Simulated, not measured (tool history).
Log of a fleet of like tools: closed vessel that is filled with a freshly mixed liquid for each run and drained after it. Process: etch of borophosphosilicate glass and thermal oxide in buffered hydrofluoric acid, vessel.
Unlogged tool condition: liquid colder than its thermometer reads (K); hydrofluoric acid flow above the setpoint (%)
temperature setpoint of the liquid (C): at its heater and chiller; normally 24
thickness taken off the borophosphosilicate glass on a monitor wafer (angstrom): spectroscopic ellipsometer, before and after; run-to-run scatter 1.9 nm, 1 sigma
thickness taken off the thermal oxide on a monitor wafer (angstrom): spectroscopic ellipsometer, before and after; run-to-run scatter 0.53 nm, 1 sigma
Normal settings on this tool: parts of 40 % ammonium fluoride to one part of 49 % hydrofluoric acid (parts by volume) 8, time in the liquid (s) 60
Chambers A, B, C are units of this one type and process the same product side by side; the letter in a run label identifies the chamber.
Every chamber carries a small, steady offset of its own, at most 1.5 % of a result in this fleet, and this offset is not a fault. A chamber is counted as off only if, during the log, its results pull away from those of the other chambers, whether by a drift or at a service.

| run | hour | temperature setpoint of the liquid (C) | parts of 40 % ammonium fluoride to one part of 49 % hydrofluoric acid (parts by volume) | time in the liquid (s) | hours since the thermometer was replaced | hours since the hydrofluoric acid flow meter was replaced | read-back film thickness of the borophosphosilicate glass reference wafer, read on the same gauge (nm) | read-back film thickness of the thermal oxide reference wafer, read on the same gauge (nm) | thickness taken off the borophosphosilicate glass on a monitor wafer (angstrom) | thickness taken off the thermal oxide on a monitor wafer (angstrom) |
|---|---|---|---|---|---|---|---|---|---|---|
| 1C | 4.7 | 24 | 8 | 60 | 1448.4 | 1187.4 | 39.977 | 150.03 | 1910.5 | 792.61 |
| 2A | 11.6 | 24 | 8 | 60 | 711.5 | 1638.2 | 40.011 | 149.98 | 1892.6 | 779.76 |
| 3B | 18.9 | 24 | 8 | 60 | 600.2 | 63 | 40.047 | 150.03 | 1905.1 | 793.14 |
| 4B | 25.7 | 24 | 8 | 60 | 607 | 69.8 | 40.046 | 149.98 | 1926.6 | 799.81 |
| 5A | 33.1 | 24 | 8 | 60 | 733 | 1659.7 | 40.027 | 149.99 | 1873.6 | 791.71 |
| 6C | 40.5 | 24 | 8 | 60 | 1484.2 | 1223.2 | 39.931 | 150 | 1895.7 | 791.47 |
| 7A | 47 | 24 | 8 | 60 | 746.9 | 1673.6 | 40.011 | 149.99 | 1881.9 | 785.24 |
|  | 47.5 | chamber C: thermometer replaced |
| 8C | 52.7 | 24 | 8 | 60 | 5.3 | 1235.4 | 39.983 | 150 | 1886 | 787.89 |
| 9B | 56.7 | 24 | 8 | 60 | 638 | 100.8 | 39.972 | 150 | 1933.6 | 786.87 |
| 10B | 65.1 | 24 | 6.5 | 30 | 646.4 | 109.2 | 39.991 | 150.01 | 1182.8 | 489.06 |
| 11C | 72.9 | 24 | 6.5 | 30 | 25.5 | 1255.6 | 39.949 | 149.98 | 1169.4 | 486.61 |
| 12A | 77.1 | 24 | 6.5 | 30 | 777 | 1703.7 | 39.977 | 149.99 | 1143.3 | 481.17 |
| 13B | 83.8 | 24 | 8 | 60 | 665.1 | 127.9 | 40.019 | 149.96 | 1925.1 | 790.95 |
| 14C | 88 | 24 | 8 | 60 | 40.6 | 1270.7 | 40.008 | 149.97 | 1880.6 | 776.27 |
| 15A | 92.3 | 24 | 8 | 60 | 792.2 | 1718.9 | 39.972 | 150.02 | 1875.4 | 790.84 |
| 16A | 99.7 | 24 | 8 | 60 | 799.6 | 1726.3 | 39.999 | 150.06 | 1884 | 784.72 |
| 17C | 104.5 | 24 | 8 | 60 | 57.1 | 1287.2 | 39.967 | 149.98 | 1895.8 | 789.35 |
| 18B | 112.9 | 24 | 8 | 60 | 694.2 | 157 | 39.948 | 149.99 | 1928 | 795.61 |
| 19B | 118.9 | 24 | 8 | 60 | 700.2 | 163 | 40.057 | 150.04 | 1930 | 796.59 |
| 20C | 124.8 | 24 | 8 | 60 | 77.4 | 1307.5 | 40.028 | 149.99 | 1875.5 | 786.29 |
| 21A | 131.4 | 24 | 8 | 60 | 831.3 | 1758 | 39.98 | 150 | 1889 | 775.37 |
| 22A | 136.8 | 24 | 8 | 60 | 836.7 | 1763.4 | 39.996 | 149.97 | 1870.7 | 775.03 |
| 23C | 144.2 | 24 | 8 | 60 | 96.8 | 1326.9 | 39.974 | 150.04 | 1864.6 | 794.01 |
| 24B | 152.2 | 24 | 8 | 30 | 733.5 | 196.3 | 39.993 | 150.03 | 975.48 | 395.08 |
| 25A | 156.3 | 24 | 8 | 30 | 856.2 | 1782.9 | 39.996 | 150.02 | 937.38 | 392.08 |
| 26B | 164.1 | 24 | 8 | 30 | 745.4 | 208.2 | 40.035 | 150 | 961.06 | 396.49 |

Next, all 3 chambers run the settings below, one line each with question marks for the results. What does each chamber give?
| 27A | 170.3 | 24 | 8 | 60 |  |  |  |  | ? | ? |
| 27B | 170.3 | 24 | 8 | 60 |  |  |  |  | ? | ? |
| 27C | 170.3 | 24 | 8 | 60 |  |  |  |  | ? | ? |

| run | thickness taken off the borophosphosilicate glass on a monitor wafer (angstrom) | thickness taken off the thermal oxide on a monitor wafer (angstrom) |
|---|---|---|
| 27A | 1861.1 | 785.27 |
| 27B | 1878.3 | 802.74 |
| 27C | 1900.1 | 801.03 |

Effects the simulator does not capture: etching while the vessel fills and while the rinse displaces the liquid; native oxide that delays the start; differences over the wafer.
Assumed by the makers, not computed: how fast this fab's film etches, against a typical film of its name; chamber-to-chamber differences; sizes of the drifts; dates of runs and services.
